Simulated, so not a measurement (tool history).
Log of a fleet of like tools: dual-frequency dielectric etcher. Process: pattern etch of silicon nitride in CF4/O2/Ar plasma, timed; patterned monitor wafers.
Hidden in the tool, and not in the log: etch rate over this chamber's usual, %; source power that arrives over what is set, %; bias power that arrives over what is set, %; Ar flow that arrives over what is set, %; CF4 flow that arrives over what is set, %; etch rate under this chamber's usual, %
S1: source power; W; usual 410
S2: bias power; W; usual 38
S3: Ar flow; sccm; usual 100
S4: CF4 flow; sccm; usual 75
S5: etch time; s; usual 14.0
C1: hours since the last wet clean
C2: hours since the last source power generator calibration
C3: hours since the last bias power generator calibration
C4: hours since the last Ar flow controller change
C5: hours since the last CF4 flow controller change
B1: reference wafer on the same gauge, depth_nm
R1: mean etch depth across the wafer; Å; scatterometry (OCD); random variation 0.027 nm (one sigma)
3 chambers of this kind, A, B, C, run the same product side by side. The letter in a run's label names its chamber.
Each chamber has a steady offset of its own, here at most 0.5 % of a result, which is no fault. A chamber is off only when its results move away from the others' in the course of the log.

run 1C hour=5.3 | S1=410 S2=38 S3=100 S4=75 S5=14.0 | C1=116.8 C2=50.0 C3=2005.1 C4=1693.8 C5=2626.1 | B1=20.600 | R1=193.98
run 2B hour=8.8 | S1=410 S2=38 S3=100 S4=75 S5=14.0 | C1=394.7 C2=2949.7 C3=1426.7 C4=2664.0 C5=2179.3 | B1=20.588 | R1=193.89
run 3A hour=13.5 | S1=410 S2=38 S3=100 S4=75 S5=14.0 | C1=128.9 C2=3961.0 C3=309.1 C4=2812.3 C5=2453.5 | B1=20.591 | R1=193.20
run 4C hour=19.6 | S1=410 S2=38 S3=100 S4=75 S5=14.0 | C1=131.1 C2=64.3 C3=2019.4 C4=1708.1 C5=2640.4 | B1=20.582 | R1=193.72
run 5A hour=23.7 | S1=340 S2=38 S3=100 S4=92 S5=14.0 | C1=139.1 C2=3971.2 C3=319.3 C4=2822.5 C5=2463.7 | B1=20.581 | R1=168.92
run 6B hour=28.3 | S1=340 S2=38 S3=100 S4=92 S5=14.0 | C1=414.2 C2=2969.2 C3=1446.2 C4=2683.5 C5=2198.8 | B1=20.577 | R1=168.80
run 7A hour=34.0 | S1=340 S2=38 S3=100 S4=92 S5=14.0 | C1=149.4 C2=3981.5 C3=329.6 C4=2832.8 C5=2474.0 | B1=20.572 | R1=168.61
run 8C hour=37.7 | S1=410 S2=38 S3=100 S4=75 S5=14.0 | C1=149.2 C2=82.4 C3=2037.5 C4=1726.2 C5=2658.5 | B1=20.568 | R1=193.65
run 9B hour=44.5 | S1=410 S2=38 S3=100 S4=75 S5=14.0 | C1=430.4 C2=2985.4 C3=1462.4 C4=2699.7 C5=2215.0 | B1=20.565 | R1=193.93
run 10A hour=49.0 | S1=410 S2=38 S3=100 S4=75 S5=14.0 | C1=164.4 C2=3996.5 C3=344.6 C4=2847.8 C5=2489.0 | B1=20.554 | R1=193.07
run 11C hour=54.9 | S1=410 S2=38 S3=100 S4=75 S5=14.0 | C1=166.4 C2=99.6 C3=2054.7 C4=1743.4 C5=2675.7 | B1=20.551 | R1=193.90
run 12B hour=60.4 | S1=410 S2=38 S3=100 S4=75 S5=14.0 | C1=446.3 C2=3001.3 C3=1478.3 C4=2715.6 C5=2230.9 | B1=20.554 | R1=193.63
run 13B hour=66.6 | S1=410 S2=38 S3=100 S4=88 S5=14.0 | C1=452.5 C2=3007.5 C3=1484.5 C4=2721.8 C5=2237.1 | B1=20.555 | R1=197.96
run 14A hour=72.9 | S1=410 S2=38 S3=100 S4=88 S5=14.0 | C1=188.3 C2=4020.4 C3=368.5 C4=2871.7 C5=2512.9 | B1=20.546 | R1=197.41
run 15C hour=78.2 | S1=410 S2=38 S3=100 S4=88 S5=14.0 | C1=189.7 C2=122.9 C3=2078.0 C4=1766.7 C5=2699.0 | B1=20.532 | R1=197.50
run 16B hour=83.7 | S1=410 S2=38 S3=100 S4=75 S5=14.0 | C1=469.6 C2=3024.6 C3=1501.6 C4=2738.9 C5=2254.2 | B1=20.537 | R1=193.34
run 17A hour=90.0 | S1=410 S2=38 S3=100 S4=75 S5=14.0 | C1=205.4 C2=4037.5 C3=385.6 C4=2888.8 C5=2530.0 | B1=20.534 | R1=193.04
-- hour=90.7 chamber A: source power generator calibrated
run 18C hour=93.9 | S1=410 S2=38 S3=113 S4=68 S5=14.0 | C1=205.4 C2=138.6 C3=2093.7 C4=1782.4 C5=2714.7 | B1=20.529 | R1=187.66
run 19C hour=98.3 | S1=410 S2=38 S3=113 S4=68 S5=14.0 | C1=209.8 C2=143.0 C3=2098.1 C4=1786.8 C5=2719.1 | B1=20.517 | R1=186.98
run 20A hour=102.3 | S1=410 S2=38 S3=113 S4=68 S5=14.0 | C1=217.7 C2=11.7 C3=397.9 C4=2901.1 C5=2542.3 | B1=20.522 | R1=186.64
run 21B hour=106.1 | S1=410 S2=38 S3=100 S4=75 S5=14.0 | C1=492.0 C2=3047.0 C3=1524.0 C4=2761.3 C5=2276.6 | B1=20.511 | R1=193.78
run 22B hour=111.4 | S1=410 S2=38 S3=100 S4=75 S5=14.0 | C1=497.3 C2=3052.3 C3=1529.3 C4=2766.6 C5=2281.9 | B1=20.515 | R1=193.52
run 23C hour=116.3 | S1=410 S2=38 S3=76 S4=75 S5=17.5 | C1=227.8 C2=161.0 C3=2116.1 C4=1804.8 C5=2737.1 | B1=20.509 | R1=251.15
run 24A hour=122.1 | S1=410 S2=38 S3=76 S4=75 S5=17.5 | C1=237.5 C2=31.5 C3=417.7 C4=2920.9 C5=2562.1 | B1=20.509 | R1=251.09
run 25C hour=127.5 | S1=410 S2=38 S3=76 S4=75 S5=17.5 | C1=239.0 C2=172.2 C3=2127.3 C4=1816.0 C5=2748.3 | B1=20.497 | R1=251.24
run 26B hour=131.5 | S1=410 S2=38 S3=100 S4=75 S5=14.0 | C1=517.4 C2=3072.4 C3=1549.4 C4=2786.7 C5=2302.0 | B1=20.489 | R1=193.35
run 27A hour=138.3 | S1=410 S2=38 S3=100 S4=75 S5=14.0 | C1=253.7 C2=47.7 C3=433.9 C4=2937.1 C5=2578.3 | B1=20.495 | R1=192.46
run 28B hour=144.3 | S1=410 S2=38 S3=100 S4=75 S5=14.0 | C1=530.2 C2=3085.2 C3=1562.2 C4=2799.5 C5=2314.8 | B1=20.490 | R1=192.61
run 29A hour=148.2 | S1=410 S2=38 S3=100 S4=75 S5=14.0 | C1=263.6 C2=57.6 C3=443.8 C4=2947.0 C5=2588.2 | B1=20.481 | R1=192.22

Next, every chamber runs the same settings. What will each give?
run 30A hour=153.1 | S1=410 S2=38 S3=100 S4=75 S5=14.0 | R1=?
run 30B hour=153.1 | S1=410 S2=38 S3=100 S4=75 S5=14.0 | R1=?
run 30C hour=153.1 | S1=410 S2=38 S3=100 S4=75 S5=14.0 | R1=?

run=30A R1=192.50
run=30B R1=192.88
run=30C R1=193.04
